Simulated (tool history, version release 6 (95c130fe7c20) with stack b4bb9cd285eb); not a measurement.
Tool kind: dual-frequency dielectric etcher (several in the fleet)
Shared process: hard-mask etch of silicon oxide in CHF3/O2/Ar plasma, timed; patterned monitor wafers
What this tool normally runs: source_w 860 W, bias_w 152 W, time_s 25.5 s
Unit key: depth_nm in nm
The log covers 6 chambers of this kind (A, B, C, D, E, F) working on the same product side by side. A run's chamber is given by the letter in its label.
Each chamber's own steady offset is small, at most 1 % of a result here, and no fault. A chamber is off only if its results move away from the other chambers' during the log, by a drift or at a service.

run   hour  source_w  bias_w  time_s  read-back reference wafer on the same gauge, depth_nm  depth_nm
 1F    2.8       860     152    25.5                                                 63.305    54.725
 2A    5.5       860     152    25.5                                                 63.287    54.343
 3C    8.4       860     152    25.5                                                 63.303    54.998
 4E   10.7       860     152    25.5                                                 63.300    54.722
 5B   14.0       860     152    25.5                                                 63.343    54.504
 6D   16.9       860     152    25.5                                                 63.293    55.087
 7E   20.6       860     152    25.5                                                 63.257    54.851
 8D   24.9       860     170    25.5                                                 63.332    57.121
 9F   28.8       860     170    25.5                                                 63.305    56.844
10B   33.8       860     170    25.5                                                 63.292    56.407
11A   38.5       860     170    25.5                                                 63.316    56.347
12C   41.6       860     170    25.5                                                 63.330    57.086
13B   45.8       860     170    25.5                                                 63.271    56.525
14F   50.0      1000     186    25.5                                                 63.303    62.154
15A   54.0      1000     186    25.5                                                 63.338    61.309
16E   58.2      1000     186    25.5                                                 63.258    62.374
17D   61.2      1000     186    25.5                                                 63.280    62.424
18C   64.4      1000     186    25.5                                                 63.248    62.332
19A   68.2      1000     186    25.5                                                 63.294    61.617
20C   71.8       860     152    25.5                                                 63.281    54.879
21B   74.6       860     152    25.5                                                 63.315    54.724
22E   78.4       860     152    25.5                                                 63.286    54.735
23F   80.7       860     152    25.5                                                 63.368    55.019
24D   83.2       860     152    25.5                                                 63.337    54.980
25D   87.6       860     152    25.5                                                 63.282    55.264
26A   91.4       860     152    25.5                                                 63.276    54.355
      95.3  -- chamber E: source power generator calibrated
27C   95.7       860     152    25.5                                                 63.305    54.745
28E   99.3       860     152    25.5                                                 63.295    55.627
29F  102.6       860     152    25.5                                                 63.337    54.668
     104.7  -- chamber A: wet clean of the chamber
30B  105.5       860     152    25.5                                                 63.282    54.513
31A  110.6       860     152    25.5                                                 63.219    54.743
32C  113.1       860     128    25.5                                                 63.292    52.082
33B  116.4       860     128    25.5                                                 63.317    51.627
34E  120.2       860     128    25.5                                                 63.312    52.857
35F  124.1       860     128    25.5                                                 63.345    51.988
36D  127.2       860     128    25.5                                                 63.277    52.317
37D  131.6       860     128    25.5                                                 63.302    52.413
38B  135.7       860     152    25.5                                                 63.298    54.618
39C  140.0       860     152    25.5                                                 63.315    55.198
40E  145.0       860     152    25.5                                                 63.252    55.637
41F  149.7       860     152    25.5                                                 63.301    54.811

One chamber off, gauge drift, or nothing amiss beyond the chambers' own small offsets? If it is a chamber, which one, and what is the likeliest cause?

Chamber E has stood off from the others ever since a service on it.
Cause: source power that arrives over what is set, % = 4.18.

Here are 4 candidates for chamber E's next run, each the usual settings with a change, their results left as question marks. Which one brings its results back in line with what the others give on the usual settings?
Maximum distance from the other chambers' mean on the usual settings for a result to count as in line: depth_nm 0.560 nm
42E-1  153.4       810     146    25.5                                                                ?
42E-2  153.4       860     152    25.0                                                                ?
42E-3  153.4       860     169    25.5                                                                ?
42E-4  153.4       900     152    25.5                                                                ?

The mean the other chambers reach with the usual settings: depth_nm 54.743 nm
  run  depth_nm
42E-1    53.676
42E-2    54.566
42E-3    57.552
42E-4    56.668
The answer is 42E-2, which returns the chamber to within the allowed miss of the others.
